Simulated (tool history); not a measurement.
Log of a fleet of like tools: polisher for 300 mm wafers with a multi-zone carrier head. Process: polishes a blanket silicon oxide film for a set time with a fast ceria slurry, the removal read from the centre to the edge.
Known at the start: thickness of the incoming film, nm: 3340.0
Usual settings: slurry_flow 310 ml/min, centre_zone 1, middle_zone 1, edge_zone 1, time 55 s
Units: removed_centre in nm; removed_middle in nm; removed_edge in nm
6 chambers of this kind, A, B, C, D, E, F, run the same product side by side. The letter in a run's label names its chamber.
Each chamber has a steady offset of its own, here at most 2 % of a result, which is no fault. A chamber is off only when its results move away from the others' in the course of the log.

run,day,slurry_flow,centre_zone,middle_zone,edge_zone,time,removed_centre,removed_middle,removed_edge
# day 0.05: chamber C: worn pad replaced by a new one
1B,0.354,310,1,1,1,55,961.25,955.77,949.72
2C,0.85,310,1,1,1,55,973.88,954.27,942.58
3F,1.304,310,1,1,1,55,928.52,958.16,969.65
# day 1.404: chamber D: worn pad replaced by a new one
# day 1.512: chamber F: worn pad replaced by a new one
4E,1.604,310,1,1,1,55,952.05,944.12,933.9
5D,1.875,310,1,1,1,55,969.43,961.06,975.06
6A,2.183,310,1,1,1,55,947.55,981.73,975.96
7E,2.604,310,1,1,1,55,946.03,950.77,958.41
8A,3.025,310,1,1,1,55,959.24,952.64,986.34
# day 3.029: chamber C: worn pad replaced by a new one
# day 3.158: chamber E: edge zone pressure recalibrated
# day 3.367: chamber B: worn pad replaced by a new one
9C,3.496,310,1,1,1,55,968.04,976.8,956.5
# day 3.612: chamber A: worn pad replaced by a new one
10B,4.017,265,1,1,1,55,949.27,948.35,950.64
# day 4.288: chamber B: centre zone pressure recalibrated
11F,4.492,265,1,1,1,55,936.84,923.67,936.83
# day 4.629: chamber E: centre zone pressure recalibrated
12D,4.85,265,1,1,1,55,930.88,936.49,952.26
13E,5.342,265,1,1,1,55,915.44,904.1,898.6
# day 5.683: chamber F: worn pad replaced by a new one
14F,5.808,265,1,1,1,55,939.67,936.21,953.22
15B,6.042,265,1,1,1,55,948.25,951.95,951.26
# day 6.079: chamber C: worn pad replaced by a new one
16A,6.496,310,1,1,1,55,964.53,950.8,969.48
17C,6.846,310,1,1,1,55,990.62,980.18,967.64
# day 6.95: chamber C: edge zone pressure recalibrated
18D,7.204,310,1,1,1,55,955.38,973.62,934.76
19C,7.429,310,1,1,1,55,966.5,948.5,947.4
20E,7.842,310,1,1,1,64,1052,1073.3,1052
# day 7.867: chamber D: worn pad replaced by a new one
# day 7.888: chamber B: worn pad replaced by a new one
# day 8.042: chamber B: slurry nozzle cleaned
21B,8.071,310,1,1,1,64,1131.9,1120.3,1097.6
22A,8.342,310,1,1,1,64,1112.8,1124.8,1150.1
# day 8.7: chamber F: edge zone pressure recalibrated
23F,8.792,310,1,1,1,64,1106.8,1109.1,1120.5
# day 9.042: chamber F: worn pad replaced by a new one
24D,9.283,310,1,1,1,64,1113.4,1112.8,1102.2
# day 9.425: chamber D: slurry nozzle cleaned
# day 9.5: chamber C: worn pad replaced by a new one
25A,9.583,310,1,1,1,64,1125.1,1103.8,1138.3
# day 9.717: chamber A: worn pad replaced by a new one
26C,9.871,310,1,1,1,55,966.75,960.39,954.31
27D,10.217,310,1,1,1,55,971.9,950.3,958.1
28F,10.604,310,1,1,1,55,951.42,936.42,966.28
# day 10.896: chamber A: centre zone pressure recalibrated
29B,10.95,310,1,1,1,55,969.67,968.43,953.65
30E,11.417,310,1,1,1,66,1067.5,1086,1081.3
31D,11.808,310,1,1,1,66,1144.1,1146.3,1125.3
# day 12.017: chamber B: worn pad replaced by a new one
32A,12.054,310,1,1,1,66,1147.2,1148.1,1160.6
33B,12.296,310,1,1,1,66,1168.1,1140.6,1144.3
34E,12.554,310,1,1,1,66,1074.6,1066.3,1050.2
35C,12.942,310,1,1,1,66,1156.8,1149.2,1141
# day 13.042: chamber F: worn pad replaced by a new one
# day 13.088: chamber C: worn pad replaced by a new one
# day 13.325: chamber B: edge zone pressure recalibrated
36F,13.396,310,1,1,1,55,953.62,942.71,969.44
37A,13.679,310,1,1,1,55,954.02,973.2,967.76
# day 13.688: chamber D: worn pad replaced by a new one
38E,13.971,310,0.9,1,1,68,968.41,1123.5,1075.5
39D,14.471,310,0.9,1,1,68,1038.4,1206.9,1187
# day 14.7: chamber F: centre zone pressure recalibrated
40B,14.958,310,0.9,1,1,68,1072.1,1220.4,1176.5
41C,15.362,310,0.9,1,1,68,1066,1172.9,1165
42F,15.658,310,0.9,1,1,68,1062.1,1162,1170.6

Next, every chamber runs the same settings. What will each give?
43A,16.033,310,1,1,1,55,?,?,?
43B,16.033,310,1,1,1,55,?,?,?
43C,16.033,310,1,1,1,55,?,?,?
43D,16.033,310,1,1,1,55,?,?,?
43E,16.033,310,1,1,1,55,?,?,?
43F,16.033,310,1,1,1,55,?,?,?

run,removed_centre,removed_middle,removed_edge
43A,951.28,956.66,977.32
43B,959.78,963.68,964.13
43C,978.15,972.53,930.62
43D,977.31,970.81,949.07
43E,880.51,864.64,871.84
43F,954.83,954.95,968.85
